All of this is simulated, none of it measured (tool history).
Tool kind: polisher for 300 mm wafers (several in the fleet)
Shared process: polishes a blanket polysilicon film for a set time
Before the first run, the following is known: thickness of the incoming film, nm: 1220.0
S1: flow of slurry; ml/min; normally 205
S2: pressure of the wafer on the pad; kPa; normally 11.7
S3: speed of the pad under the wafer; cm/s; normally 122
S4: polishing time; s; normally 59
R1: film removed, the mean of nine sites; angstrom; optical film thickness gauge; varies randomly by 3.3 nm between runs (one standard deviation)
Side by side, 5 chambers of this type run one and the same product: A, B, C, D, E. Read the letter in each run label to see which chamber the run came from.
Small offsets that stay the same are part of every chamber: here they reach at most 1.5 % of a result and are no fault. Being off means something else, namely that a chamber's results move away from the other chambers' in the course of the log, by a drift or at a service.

-- hour=12.1 chamber B: worn pad replaced by a new one
run 1E hour=12.5 | S1=205 S2=11.7 S3=122 S4=59 | R1=3501.9
run 2A hour=24.5 | S1=205 S2=11.7 S3=122 S4=59 | R1=3575
-- hour=25.7 chamber D: worn pad replaced by a new one
run 3D hour=36.1 | S1=205 S2=11.7 S3=122 S4=59 | R1=3577
-- hour=42.6 chamber E: head pressure recalibrated
run 4C hour=51.5 | S1=205 S2=11.7 S3=122 S4=59 | R1=3513.5
-- hour=56.2 chamber E: worn pad replaced by a new one
-- hour=61.1 chamber D: head pressure recalibrated
-- hour=63 chamber C: worn pad replaced by a new one
run 5B hour=65.8 | S1=205 S2=11.7 S3=122 S4=59 | R1=3479.3
run 6D hour=72.9 | S1=205 S2=11.7 S3=122 S4=59 | R1=3563.9
run 7C hour=83 | S1=205 S2=11.7 S3=122 S4=59 | R1=3560.4
run 8A hour=98.2 | S1=205 S2=11.7 S3=122 S4=59 | R1=3571.4
-- hour=106.5 chamber B: worn pad replaced by a new one
run 9B hour=109 | S1=205 S2=11.7 S3=122 S4=59 | R1=3573.3
run 10E hour=123.7 | S1=205 S2=11.7 S3=122 S4=59 | R1=3576.5
-- hour=124.4 chamber D: worn pad replaced by a new one
run 11D hour=133.7 | S1=205 S2=11.7 S3=122 S4=59 | R1=3616.6
run 12B hour=145.7 | S1=205 S2=11.7 S3=122 S4=59 | R1=3491.8
-- hour=153 chamber E: slurry nozzle cleaned
run 13E hour=153.2 | S1=270 S2=11.7 S3=122 S4=59 | R1=3544.6
-- hour=156.6 chamber E: worn pad replaced by a new one
-- hour=162.7 chamber C: worn pad replaced by a new one
run 14C hour=164.2 | S1=270 S2=11.7 S3=122 S4=59 | R1=3630
run 15A hour=178 | S1=270 S2=11.7 S3=122 S4=59 | R1=3710.2
-- hour=190.1 chamber B: head pressure recalibrated
run 16B hour=192.3 | S1=270 S2=11.7 S3=122 S4=59 | R1=3593.3
run 17D hour=202.2 | S1=270 S2=11.7 S3=122 S4=59 | R1=3697.9
-- hour=208 chamber C: slurry nozzle cleaned
-- hour=208.6 chamber B: worn pad replaced by a new one
run 18C hour=210.5 | S1=205 S2=11.7 S3=122 S4=59 | R1=3551.1
run 19A hour=219.6 | S1=205 S2=11.7 S3=122 S4=59 | R1=3513.2
run 20E hour=226.3 | S1=205 S2=11.7 S3=122 S4=59 | R1=3541.2
-- hour=229.7 chamber D: worn pad replaced by a new one
run 21C hour=233.7 | S1=205 S2=11.7 S3=122 S4=59 | R1=3502.5
-- hour=236.5 chamber E: worn pad replaced by a new one
-- hour=242.4 chamber C: worn pad replaced by a new one
run 22B hour=247.1 | S1=205 S2=11.7 S3=122 S4=59 | R1=3514
run 23D hour=256.6 | S1=205 S2=11.7 S3=122 S4=59 | R1=3587.6
run 24E hour=271.1 | S1=205 S2=11.7 S3=122 S4=59 | R1=3534.2
run 25A hour=285 | S1=205 S2=11.7 S3=122 S4=59 | R1=3394
-- hour=296.2 chamber B: worn pad replaced by a new one
run 26D hour=298.8 | S1=205 S2=11.7 S3=122 S4=59 | R1=3548.6
run 27C hour=307.6 | S1=205 S2=11.7 S3=90 S4=45 | R1=1966.3
-- hour=313.4 chamber D: slurry nozzle cleaned
run 28E hour=320.4 | S1=205 S2=11.7 S3=90 S4=45 | R1=1947.8
-- hour=328.2 chamber D: worn pad replaced by a new one
run 29A hour=331.5 | S1=205 S2=11.7 S3=90 S4=45 | R1=1889.6
-- hour=334.8 chamber E: worn pad replaced by a new one
-- hour=341.2 chamber C: worn pad replaced by a new one
run 30B hour=345.1 | S1=205 S2=11.7 S3=90 S4=45 | R1=1970.3
run 31A hour=353.5 | S1=205 S2=11.7 S3=90 S4=45 | R1=1825.2
run 32E hour=364 | S1=205 S2=11.7 S3=122 S4=59 | R1=3503.3
run 33D hour=372.6 | S1=205 S2=11.7 S3=94 S4=59 | R1=2735.5
run 34C hour=383.1 | S1=205 S2=11.7 S3=94 S4=59 | R1=2739.3
run 35B hour=389.8 | S1=205 S2=11.7 S3=94 S4=59 | R1=2712.1
-- hour=392.5 chamber B: worn pad replaced by a new one
run 36C hour=400.4 | S1=205 S2=11.7 S3=94 S4=59 | R1=2719.9
run 37D hour=411.2 | S1=205 S2=11.7 S3=94 S4=59 | R1=2744.5
run 38E hour=423 | S1=205 S2=11.7 S3=122 S4=59 | R1=3529
-- hour=423.6 chamber E: worn pad replaced by a new one
run 39A hour=431.6 | S1=205 S2=11.7 S3=122 S4=59 | R1=3221.6
-- hour=441.3 chamber E: slurry nozzle cleaned
run 40B hour=446.7 | S1=205 S2=11.7 S3=122 S4=59 | R1=3486.2
run 41E hour=458 | S1=205 S2=11.7 S3=122 S4=59 | R1=3504.9
run 42B hour=466.9 | S1=205 S2=11.7 S3=122 S4=59 | R1=3512

The same settings go to every chamber for the next run, one line per chamber below. Forecast the results for each:
run 43A hour=478 | S1=205 S2=11.7 S3=122 S4=59 | R1=?
run 43B hour=478 | S1=205 S2=11.7 S3=122 S4=59 | R1=?
run 43C hour=478 | S1=205 S2=11.7 S3=122 S4=59 | R1=?
run 43D hour=478 | S1=205 S2=11.7 S3=122 S4=59 | R1=?
run 43E hour=478 | S1=205 S2=11.7 S3=122 S4=59 | R1=?

run=43A R1=3127.6
run=43B R1=3552.9
run=43C R1=3494.1
run=43D R1=3612
run=43E R1=3476.7
